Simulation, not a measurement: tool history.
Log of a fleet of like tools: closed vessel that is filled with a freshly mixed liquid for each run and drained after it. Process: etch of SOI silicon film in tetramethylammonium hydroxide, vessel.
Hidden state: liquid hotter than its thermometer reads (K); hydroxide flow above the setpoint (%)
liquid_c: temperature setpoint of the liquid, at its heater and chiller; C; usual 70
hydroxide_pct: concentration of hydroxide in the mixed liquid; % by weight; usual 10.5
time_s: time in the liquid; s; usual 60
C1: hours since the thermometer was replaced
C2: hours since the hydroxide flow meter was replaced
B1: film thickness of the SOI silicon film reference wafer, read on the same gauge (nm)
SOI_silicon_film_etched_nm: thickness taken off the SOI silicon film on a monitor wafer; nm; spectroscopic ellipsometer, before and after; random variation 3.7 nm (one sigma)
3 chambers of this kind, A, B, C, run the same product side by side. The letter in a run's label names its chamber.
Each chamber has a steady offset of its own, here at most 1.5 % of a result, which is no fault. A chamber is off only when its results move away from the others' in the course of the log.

Run 1C, hour 5.9: usual settings; C1 523.5; C2 1752.1; B1 149.97. Result: SOI_silicon_film_etched_nm 441.21 nm.
Run 2A, hour 9.5: usual settings; C1 1606.1; C2 503.3; B1 150. Result: SOI_silicon_film_etched_nm 440.82 nm.
Run 3B, hour 16: usual settings; C1 203.3; C2 999.3; B1 149.99. Result: SOI_silicon_film_etched_nm 443.9 nm.
Run 4B, hour 20.7: usual settings; C1 208; C2 1004; B1 150. Result: SOI_silicon_film_etched_nm 439.37 nm.
Run 5C, hour 26.8: usual settings; C1 544.4; C2 1773; B1 149.99. Result: SOI_silicon_film_etched_nm 435.66 nm.
Run 6A, hour 31.9: usual settings; C1 1628.5; C2 525.7; B1 149.98. Result: SOI_silicon_film_etched_nm 436.37 nm.
Run 7C, hour 35.6: usual settings; C1 553.2; C2 1781.8; B1 150. Result: SOI_silicon_film_etched_nm 438.23 nm.
Run 8B, hour 43.5: usual settings; C1 230.8; C2 1026.8; B1 150. Result: SOI_silicon_film_etched_nm 445.73 nm.
Run 9A, hour 48.2: usual settings; C1 1644.8; C2 542; B1 150. Result: SOI_silicon_film_etched_nm 430.46 nm.
Run 10B, hour 54.6: usual settings; C1 241.9; C2 1037.9; B1 149.99. Result: SOI_silicon_film_etched_nm 438.19 nm.
Run 11C, hour 62.2: usual settings; C1 579.8; C2 1808.4; B1 149.99. Result: SOI_silicon_film_etched_nm 442.75 nm.
Run 12A, hour 68.8: usual settings; C1 1665.4; C2 562.6; B1 150. Result: SOI_silicon_film_etched_nm 444.77 nm.
Run 13C, hour 76.3: usual settings but liquid_c 76.5 C, hydroxide_pct 9 % by weight; C1 593.9; C2 1822.5; B1 150.02. Result: SOI_silicon_film_etched_nm 695.24 nm.
Run 14B, hour 79.9: usual settings but liquid_c 76.5 C, hydroxide_pct 9 % by weight; C1 267.2; C2 1063.2; B1 150.01. Result: SOI_silicon_film_etched_nm 679.67 nm.
Run 15A, hour 87.1: usual settings but liquid_c 76.5 C, hydroxide_pct 9 % by weight; C1 1683.7; C2 580.9; B1 150. Result: SOI_silicon_film_etched_nm 673.85 nm.
Run 16C, hour 94.6: usual settings but liquid_c 73 C, hydroxide_pct 8.5 % by weight; C1 612.2; C2 1840.8; B1 150.02. Result: SOI_silicon_film_etched_nm 586.34 nm.
Run 17A, hour 102.1: usual settings but liquid_c 73 C, hydroxide_pct 8.5 % by weight; C1 1698.7; C2 595.9; B1 150. Result: SOI_silicon_film_etched_nm 563.25 nm.
Run 18B, hour 108.7: usual settings but liquid_c 73 C, hydroxide_pct 8.5 % by weight; C1 296; C2 1092; B1 149.98. Result: SOI_silicon_film_etched_nm 575.49 nm.
Run 19A, hour 113.9: usual settings; C1 1710.5; C2 607.7; B1 150.02. Result: SOI_silicon_film_etched_nm 434.74 nm.
Run 20B, hour 117.6: usual settings; C1 304.9; C2 1100.9; B1 149.98. Result: SOI_silicon_film_etched_nm 437.52 nm.
Run 21C, hour 123.9: usual settings; C1 641.5; C2 1870.1; B1 150. Result: SOI_silicon_film_etched_nm 476.93 nm.
Run 22A, hour 130.8: usual settings; C1 1727.4; C2 624.6; B1 150. Result: SOI_silicon_film_etched_nm 439.63 nm.
Run 23C, hour 135.6: usual settings but hydroxide_pct 11.5 % by weight, time_s 35 s; C1 653.2; C2 1881.8; B1 150. Result: SOI_silicon_film_etched_nm 273.74 nm.
Run 24B, hour 140.8: usual settings but hydroxide_pct 11.5 % by weight, time_s 35 s; C1 328.1; C2 1124.1; B1 150. Result: SOI_silicon_film_etched_nm 244.53 nm.

All 3 chambers run these settings next. Forecast each chamber's results:
Run 25A, hour 146.5: usual settings but liquid_c 77.5 C. Result: SOI_silicon_film_etched_nm ?.
Run 25B, hour 146.5: usual settings but liquid_c 77.5 C. Result: SOI_silicon_film_etched_nm ?.
Run 25C, hour 146.5: usual settings but liquid_c 77.5 C. Result: SOI_silicon_film_etched_nm ?.

run  SOI_silicon_film_etched_nm
25A                      663.14
25B                      679.35
25C                      743.03

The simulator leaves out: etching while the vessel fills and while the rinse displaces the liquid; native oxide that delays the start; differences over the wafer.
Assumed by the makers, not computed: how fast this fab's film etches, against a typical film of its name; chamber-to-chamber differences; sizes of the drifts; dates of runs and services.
